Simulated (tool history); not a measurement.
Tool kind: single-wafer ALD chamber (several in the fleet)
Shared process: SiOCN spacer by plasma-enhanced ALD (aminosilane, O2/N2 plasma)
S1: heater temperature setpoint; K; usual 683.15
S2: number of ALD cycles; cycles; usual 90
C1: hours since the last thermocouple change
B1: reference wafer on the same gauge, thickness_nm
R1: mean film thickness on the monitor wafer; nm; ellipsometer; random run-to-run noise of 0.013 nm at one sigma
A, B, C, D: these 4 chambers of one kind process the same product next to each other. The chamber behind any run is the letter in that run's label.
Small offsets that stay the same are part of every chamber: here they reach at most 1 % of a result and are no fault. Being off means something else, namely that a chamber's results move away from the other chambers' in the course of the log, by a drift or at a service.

run 1A day=0.217 | S1=683.15 S2=90 | C1=121.8 | B1=5.2081 | R1=5.2557
run 2C day=0.425 | S1=683.15 S2=90 | C1=350.9 | B1=5.2083 | R1=5.2557
run 3D day=0.750 | S1=683.15 S2=90 | C1=1796.7 | B1=5.2076 | R1=5.2573
run 4B day=1.058 | S1=683.15 S2=90 | C1=198.5 | B1=5.2097 | R1=5.3037
run 5D day=1.321 | S1=673.15 S2=90 | C1=1810.4 | B1=5.2135 | R1=5.3863
run 6B day=1.625 | S1=673.15 S2=90 | C1=212.1 | B1=5.2114 | R1=5.4577
run 7C day=1.838 | S1=673.15 S2=90 | C1=384.8 | B1=5.2108 | R1=5.4249
run 8A day=2.133 | S1=673.15 S2=90 | C1=167.8 | B1=5.2110 | R1=5.4479
run 9A day=2.362 | S1=683.15 S2=90 | C1=173.3 | B1=5.2110 | R1=5.2774
run 10D day=2.633 | S1=670.15 S2=90 | C1=1841.9 | B1=5.2129 | R1=5.4233
run 11B day=2.879 | S1=670.15 S2=90 | C1=242.2 | B1=5.2126 | R1=5.4728
run 12C day=3.204 | S1=670.15 S2=90 | C1=417.6 | B1=5.2076 | R1=5.4206
run 13D day=3.433 | S1=670.15 S2=90 | C1=1861.1 | B1=5.2078 | R1=5.4225
run 14B day=3.654 | S1=683.15 S2=90 | C1=260.8 | B1=5.2137 | R1=5.2929
run 15A day=3.846 | S1=683.15 S2=90 | C1=208.9 | B1=5.2097 | R1=5.2733
run 16C day=4.025 | S1=683.15 S2=90 | C1=437.3 | B1=5.2144 | R1=5.2438
run 17C day=4.242 | S1=683.15 S2=90 | C1=442.5 | B1=5.2101 | R1=5.2601
run 18B day=4.396 | S1=683.15 S2=90 | C1=278.6 | B1=5.2075 | R1=5.2828
run 19A day=4.700 | S1=683.15 S2=90 | C1=229.4 | B1=5.2101 | R1=5.2495
run 20D day=4.879 | S1=683.15 S2=90 | C1=1895.8 | B1=5.2120 | R1=5.2370
run 21C day=5.192 | S1=683.15 S2=90 | C1=465.3 | B1=5.2116 | R1=5.2496
run 22A day=5.450 | S1=683.15 S2=90 | C1=247.4 | B1=5.2092 | R1=5.2680
run 23D day=5.775 | S1=683.15 S2=90 | C1=1917.3 | B1=5.2112 | R1=5.2328
run 24B day=5.988 | S1=683.15 S2=76 | C1=316.8 | B1=5.2072 | R1=4.4603
run 25B day=6.317 | S1=683.15 S2=76 | C1=324.7 | B1=5.2121 | R1=4.4555
run 26A day=6.538 | S1=683.15 S2=76 | C1=273.5 | B1=5.2107 | R1=4.4536
run 27D day=6.829 | S1=683.15 S2=76 | C1=1942.6 | B1=5.2088 | R1=4.4296
run 28C day=7.004 | S1=683.15 S2=90 | C1=508.8 | B1=5.2135 | R1=5.2821
run 29C day=7.221 | S1=691.15 S2=83 | C1=514.0 | B1=5.2089 | R1=4.7346
run 30D day=7.467 | S1=691.15 S2=83 | C1=1957.9 | B1=5.2147 | R1=4.7299
run 31B day=7.804 | S1=691.15 S2=83 | C1=360.4 | B1=5.2115 | R1=4.7621
run 32A day=8.112 | S1=691.15 S2=83 | C1=311.3 | B1=5.2102 | R1=4.7281
run 33D day=8.358 | S1=683.15 S2=90 | C1=1979.3 | B1=5.2109 | R1=5.2525
run 34B day=8.654 | S1=683.15 S2=90 | C1=380.8 | B1=5.2114 | R1=5.2999
run 35A day=8.917 | S1=683.15 S2=90 | C1=330.6 | B1=5.2100 | R1=5.2692
run 36C day=9.188 | S1=683.15 S2=90 | C1=561.2 | B1=5.2119 | R1=5.2841
run 37B day=9.342 | S1=683.15 S2=90 | C1=397.3 | B1=5.2077 | R1=5.2545
run 38A day=9.654 | S1=683.15 S2=82 | C1=348.3 | B1=5.2103 | R1=4.7870

What goes on in this fleet: one chamber off, a drifting gauge, or nothing beyond the chambers' own small offsets? Name the chamber and the cause, if any.

No chamber is off and the gauge is stable; the differences are just each chamber's small, constant offset.
